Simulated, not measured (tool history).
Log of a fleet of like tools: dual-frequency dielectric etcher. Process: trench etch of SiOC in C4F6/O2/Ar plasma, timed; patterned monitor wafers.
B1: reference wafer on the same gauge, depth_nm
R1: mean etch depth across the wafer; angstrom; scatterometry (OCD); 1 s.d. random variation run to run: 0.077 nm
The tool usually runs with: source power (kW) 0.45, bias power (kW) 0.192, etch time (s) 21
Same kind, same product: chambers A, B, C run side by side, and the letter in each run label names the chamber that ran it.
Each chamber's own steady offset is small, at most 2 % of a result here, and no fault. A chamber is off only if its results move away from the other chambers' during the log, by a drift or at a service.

run 1B hour=6.7 | source_power_(kW)=0.45 bias_power_(kW)=0.192 etch_time_(s)=21 | B1=39.286 | R1=456.93
run 2A hour=10.6 | source_power_(kW)=0.45 bias_power_(kW)=0.192 etch_time_(s)=21 | B1=39.273 | R1=465.14
run 3C hour=17.5 | source_power_(kW)=0.45 bias_power_(kW)=0.192 etch_time_(s)=21 | B1=39.286 | R1=464.19
run 4C hour=25.6 | source_power_(kW)=0.45 bias_power_(kW)=0.192 etch_time_(s)=21 | B1=39.284 | R1=465.17
run 5A hour=33.2 | source_power_(kW)=0.45 bias_power_(kW)=0.192 etch_time_(s)=21 | B1=39.255 | R1=465.1
run 6B hour=37.6 | source_power_(kW)=0.45 bias_power_(kW)=0.192 etch_time_(s)=21 | B1=39.267 | R1=457.2
run 7C hour=42.9 | source_power_(kW)=0.45 bias_power_(kW)=0.192 etch_time_(s)=21 | B1=39.253 | R1=465.45
run 8B hour=49.5 | source_power_(kW)=0.45 bias_power_(kW)=0.192 etch_time_(s)=21 | B1=39.242 | R1=456.39
run 9A hour=54.4 | source_power_(kW)=0.45 bias_power_(kW)=0.192 etch_time_(s)=21 | B1=39.221 | R1=462.99
run 10B hour=61 | source_power_(kW)=0.45 bias_power_(kW)=0.192 etch_time_(s)=21 | B1=39.235 | R1=455.86
run 11A hour=65.9 | source_power_(kW)=0.45 bias_power_(kW)=0.192 etch_time_(s)=21 | B1=39.218 | R1=464.54
run 12C hour=70 | source_power_(kW)=0.55 bias_power_(kW)=0.231 etch_time_(s)=21 | B1=39.216 | R1=531.66
run 13C hour=76.7 | source_power_(kW)=0.55 bias_power_(kW)=0.231 etch_time_(s)=21 | B1=39.202 | R1=532.7
run 14A hour=80.9 | source_power_(kW)=0.55 bias_power_(kW)=0.231 etch_time_(s)=21 | B1=39.206 | R1=531.52
run 15B hour=84.8 | source_power_(kW)=0.45 bias_power_(kW)=0.192 etch_time_(s)=21 | B1=39.183 | R1=455.28
run 16C hour=91.3 | source_power_(kW)=0.45 bias_power_(kW)=0.207 etch_time_(s)=21 | B1=39.177 | R1=476.22
run 17B hour=97.3 | source_power_(kW)=0.45 bias_power_(kW)=0.207 etch_time_(s)=21 | B1=39.181 | R1=465.7
run 18A hour=104.5 | source_power_(kW)=0.45 bias_power_(kW)=0.207 etch_time_(s)=21 | B1=39.161 | R1=474.85
run 19A hour=112.2 | source_power_(kW)=0.45 bias_power_(kW)=0.192 etch_time_(s)=21 | B1=39.179 | R1=463.98
run 20B hour=116.5 | source_power_(kW)=0.45 bias_power_(kW)=0.192 etch_time_(s)=21 | B1=39.153 | R1=455.73
run 21C hour=123.4 | source_power_(kW)=0.45 bias_power_(kW)=0.192 etch_time_(s)=21 | B1=39.147 | R1=464.53
run 22C hour=127.1 | source_power_(kW)=0.45 bias_power_(kW)=0.192 etch_time_(s)=21 | B1=39.148 | R1=464.61
run 23B hour=132.5 | source_power_(kW)=0.45 bias_power_(kW)=0.192 etch_time_(s)=21 | B1=39.135 | R1=456.55
run 24A hour=140.1 | source_power_(kW)=0.45 bias_power_(kW)=0.192 etch_time_(s)=21 | B1=39.142 | R1=463.56
run 25B hour=147.7 | source_power_(kW)=0.45 bias_power_(kW)=0.192 etch_time_(s)=21 | B1=39.106 | R1=455.75
run 26A hour=152.5 | source_power_(kW)=0.45 bias_power_(kW)=0.192 etch_time_(s)=21 | B1=39.103 | R1=463.75
-- hour=155.8 chamber B: wet clean of the chamber
run 27C hour=157.1 | source_power_(kW)=0.45 bias_power_(kW)=0.192 etch_time_(s)=21 | B1=39.109 | R1=462.93
run 28B hour=160.9 | source_power_(kW)=0.45 bias_power_(kW)=0.192 etch_time_(s)=21 | B1=39.105 | R1=454.59
run 29A hour=166.1 | source_power_(kW)=0.45 bias_power_(kW)=0.192 etch_time_(s)=21 | B1=39.105 | R1=462.17
run 30C hour=171.2 | source_power_(kW)=0.45 bias_power_(kW)=0.192 etch_time_(s)=21 | B1=39.083 | R1=463.4
run 31B hour=175.3 | source_power_(kW)=0.45 bias_power_(kW)=0.192 etch_time_(s)=21 | B1=39.09 | R1=455.06
run 32C hour=179.4 | source_power_(kW)=0.55 bias_power_(kW)=0.192 etch_time_(s)=25.5 | B1=39.073 | R1=607.88
run 33A hour=183 | source_power_(kW)=0.55 bias_power_(kW)=0.192 etch_time_(s)=25.5 | B1=39.077 | R1=607.22
run 34C hour=189.2 | source_power_(kW)=0.55 bias_power_(kW)=0.192 etch_time_(s)=25.5 | B1=39.065 | R1=607.63
run 35A hour=194.5 | source_power_(kW)=0.54 bias_power_(kW)=0.192 etch_time_(s)=21 | B1=39.069 | R1=498.34
run 36B hour=201.2 | source_power_(kW)=0.54 bias_power_(kW)=0.192 etch_time_(s)=21 | B1=39.062 | R1=488.98
run 37C hour=206.2 | source_power_(kW)=0.54 bias_power_(kW)=0.192 etch_time_(s)=21 | B1=39.049 | R1=496.66
run 38B hour=212.6 | source_power_(kW)=0.45 bias_power_(kW)=0.192 etch_time_(s)=21 | B1=39.017 | R1=453.28

Has any chamber moved away from the others, gradually or after a service, or does the common gauge drift, or do the chambers differ only by their own small steady offsets? State the chamber and the most likely cause if one applies.

None of the chambers is off. What moves is the gauge, dragging all their readings along together.
Likeliest cause: gauge reads low (%) = 0.676.
